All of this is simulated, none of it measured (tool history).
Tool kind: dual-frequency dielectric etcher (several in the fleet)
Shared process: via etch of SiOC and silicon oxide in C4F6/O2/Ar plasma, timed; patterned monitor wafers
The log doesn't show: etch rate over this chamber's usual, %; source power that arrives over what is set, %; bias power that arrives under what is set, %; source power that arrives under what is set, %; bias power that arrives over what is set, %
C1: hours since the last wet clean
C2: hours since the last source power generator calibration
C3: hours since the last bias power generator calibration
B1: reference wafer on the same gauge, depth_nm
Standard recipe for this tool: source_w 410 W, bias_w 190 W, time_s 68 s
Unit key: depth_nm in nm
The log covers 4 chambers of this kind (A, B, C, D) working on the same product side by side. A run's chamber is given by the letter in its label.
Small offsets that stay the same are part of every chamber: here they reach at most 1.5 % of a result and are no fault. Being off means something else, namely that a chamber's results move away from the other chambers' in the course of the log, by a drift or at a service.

{"hour": 5.5, "done": "chamber B: bias power generator calibrated"}
{"run": "1D", "hour": 8.5, "source_w": 410, "bias_w": 190, "time_s": 68, "C1": 229.1, "C2": 490.2, "C3": 2457.1, "B1": 65.59, "depth_nm": 78.534}
{"run": "2B", "hour": 14.5, "source_w": 410, "bias_w": 190, "time_s": 68, "C1": 327.6, "C2": 632.9, "C3": 9.1, "B1": 65.628, "depth_nm": 78.838}
{"run": "3A", "hour": 19.5, "source_w": 410, "bias_w": 190, "time_s": 68, "C1": 194.9, "C2": 3307, "C3": 3584.6, "B1": 65.592, "depth_nm": 78.335}
{"run": "4C", "hour": 24.2, "source_w": 410, "bias_w": 190, "time_s": 68, "C1": 37.1, "C2": 3103.3, "C3": 1246, "B1": 65.588, "depth_nm": 78.343}
{"hour": 26.0, "done": "chamber A: source power generator calibrated"}
{"run": "5C", "hour": 29.7, "source_w": 410, "bias_w": 190, "time_s": 49, "C1": 42.6, "C2": 3108.8, "C3": 1251.5, "B1": 65.585, "depth_nm": 56.072}
{"hour": 35.0, "done": "chamber B: wet clean of the chamber"}
{"run": "6D", "hour": 39.3, "source_w": 410, "bias_w": 190, "time_s": 49, "C1": 259.9, "C2": 521, "C3": 2487.9, "B1": 65.611, "depth_nm": 56.782}
{"run": "7A", "hour": 45.1, "source_w": 410, "bias_w": 190, "time_s": 49, "C1": 220.5, "C2": 19.2, "C3": 3610.2, "B1": 65.607, "depth_nm": 56.497}
{"hour": 45.9, "done": "chamber D: bias power generator calibrated"}
{"run": "8B", "hour": 52.4, "source_w": 410, "bias_w": 190, "time_s": 49, "C1": 17.5, "C2": 670.8, "C3": 47, "B1": 65.583, "depth_nm": 56.696}
{"run": "9A", "hour": 57.8, "source_w": 410, "bias_w": 190, "time_s": 68, "C1": 233.2, "C2": 31.9, "C3": 3622.9, "B1": 65.597, "depth_nm": 78.916}
{"run": "10D", "hour": 62.8, "source_w": 410, "bias_w": 190, "time_s": 68, "C1": 283.4, "C2": 544.5, "C3": 17, "B1": 65.559, "depth_nm": 79.091}
{"run": "11B", "hour": 70.2, "source_w": 410, "bias_w": 190, "time_s": 68, "C1": 35.3, "C2": 688.6, "C3": 64.8, "B1": 65.584, "depth_nm": 79.22}
{"run": "12C", "hour": 79.5, "source_w": 410, "bias_w": 190, "time_s": 68, "C1": 92.4, "C2": 3158.6, "C3": 1301.3, "B1": 65.579, "depth_nm": 77.915}
{"run": "13D", "hour": 86.9, "source_w": 410, "bias_w": 190, "time_s": 68, "C1": 307.5, "C2": 568.6, "C3": 41.1, "B1": 65.575, "depth_nm": 78.838}
{"run": "14B", "hour": 93.3, "source_w": 410, "bias_w": 190, "time_s": 68, "C1": 58.4, "C2": 711.7, "C3": 87.9, "B1": 65.588, "depth_nm": 79.205}
{"run": "15A", "hour": 100.9, "source_w": 490, "bias_w": 190, "time_s": 68, "C1": 276.3, "C2": 75, "C3": 3666, "B1": 65.562, "depth_nm": 84.083}
{"run": "16C", "hour": 106.3, "source_w": 490, "bias_w": 190, "time_s": 68, "C1": 119.2, "C2": 3185.4, "C3": 1328.1, "B1": 65.581, "depth_nm": 84.038}
{"run": "17D", "hour": 112.6, "source_w": 490, "bias_w": 190, "time_s": 68, "C1": 333.2, "C2": 594.3, "C3": 66.8, "B1": 65.649, "depth_nm": 85.036}
{"run": "18C", "hour": 121.3, "source_w": 490, "bias_w": 190, "time_s": 68, "C1": 134.2, "C2": 3200.4, "C3": 1343.1, "B1": 65.617, "depth_nm": 84.002}
{"run": "19A", "hour": 128.2, "source_w": 410, "bias_w": 190, "time_s": 68, "C1": 303.6, "C2": 102.3, "C3": 3693.3, "B1": 65.601, "depth_nm": 78.239}
{"run": "20B", "hour": 136.6, "source_w": 410, "bias_w": 190, "time_s": 68, "C1": 101.7, "C2": 755, "C3": 131.2, "B1": 65.6, "depth_nm": 78.969}
{"run": "21D", "hour": 142.0, "source_w": 410, "bias_w": 190, "time_s": 68, "C1": 362.6, "C2": 623.7, "C3": 96.2, "B1": 65.609, "depth_nm": 78.729}
{"run": "22B", "hour": 148.2, "source_w": 410, "bias_w": 190, "time_s": 68, "C1": 113.3, "C2": 766.6, "C3": 142.8, "B1": 65.642, "depth_nm": 78.927}
{"run": "23A", "hour": 155.3, "source_w": 410, "bias_w": 190, "time_s": 68, "C1": 330.7, "C2": 129.4, "C3": 3720.4, "B1": 65.553, "depth_nm": 78.199}
{"run": "24C", "hour": 164.4, "source_w": 410, "bias_w": 190, "time_s": 68, "C1": 177.3, "C2": 3243.5, "C3": 1386.2, "B1": 65.608, "depth_nm": 77.654}
{"run": "25A", "hour": 173.5, "source_w": 410, "bias_w": 190, "time_s": 68, "C1": 348.9, "C2": 147.6, "C3": 3738.6, "B1": 65.657, "depth_nm": 78.802}
{"run": "26B", "hour": 179.6, "source_w": 410, "bias_w": 190, "time_s": 68, "C1": 144.7, "C2": 798, "C3": 174.2, "B1": 65.572, "depth_nm": 78.892}
{"run": "27D", "hour": 184.3, "source_w": 410, "bias_w": 190, "time_s": 68, "C1": 404.9, "C2": 666, "C3": 138.5, "B1": 65.601, "depth_nm": 78.952}
{"run": "28C", "hour": 194.0, "source_w": 410, "bias_w": 190, "time_s": 68, "C1": 206.9, "C2": 3273.1, "C3": 1415.8, "B1": 65.621, "depth_nm": 77.872}
{"run": "29D", "hour": 199.8, "source_w": 410, "bias_w": 190, "time_s": 68, "C1": 420.4, "C2": 681.5, "C3": 154, "B1": 65.643, "depth_nm": 78.591}
{"run": "30C", "hour": 206.7, "source_w": 410, "bias_w": 190, "time_s": 68, "C1": 219.6, "C2": 3285.8, "C3": 1428.5, "B1": 65.552, "depth_nm": 78.217}
{"run": "31A", "hour": 214.3, "source_w": 410, "bias_w": 190, "time_s": 68, "C1": 389.7, "C2": 188.4, "C3": 3779.4, "B1": 65.589, "depth_nm": 78.726}
{"run": "32B", "hour": 221.0, "source_w": 410, "bias_w": 190, "time_s": 68, "C1": 186.1, "C2": 839.4, "C3": 215.6, "B1": 65.59, "depth_nm": 78.885}
{"run": "33A", "hour": 227.5, "source_w": 410, "bias_w": 190, "time_s": 68, "C1": 402.9, "C2": 201.6, "C3": 3792.6, "B1": 65.617, "depth_nm": 78.864}
{"run": "34D", "hour": 236.7, "source_w": 410, "bias_w": 190, "time_s": 68, "C1": 457.3, "C2": 718.4, "C3": 190.9, "B1": 65.638, "depth_nm": 78.474}
{"run": "35C", "hour": 245.8, "source_w": 410, "bias_w": 190, "time_s": 68, "C1": 258.7, "C2": 3324.9, "C3": 1467.6, "B1": 65.602, "depth_nm": 77.765}
{"run": "36B", "hour": 252.3, "source_w": 410, "bias_w": 190, "time_s": 68, "C1": 217.4, "C2": 870.7, "C3": 246.9, "B1": 65.615, "depth_nm": 78.847}
{"run": "37B", "hour": 261.4, "source_w": 410, "bias_w": 190, "time_s": 68, "C1": 226.5, "C2": 879.8, "C3": 256, "B1": 65.604, "depth_nm": 78.65}

Decide between three cases: one chamber stands off from its peers, the gauge reading all wafers drifts, or nothing is wrong past each chamber's small offset. Where a chamber is off, say which and what most likely put it there.

Beyond each chamber's small constant offset nothing stands out, and the gauge stays steady.

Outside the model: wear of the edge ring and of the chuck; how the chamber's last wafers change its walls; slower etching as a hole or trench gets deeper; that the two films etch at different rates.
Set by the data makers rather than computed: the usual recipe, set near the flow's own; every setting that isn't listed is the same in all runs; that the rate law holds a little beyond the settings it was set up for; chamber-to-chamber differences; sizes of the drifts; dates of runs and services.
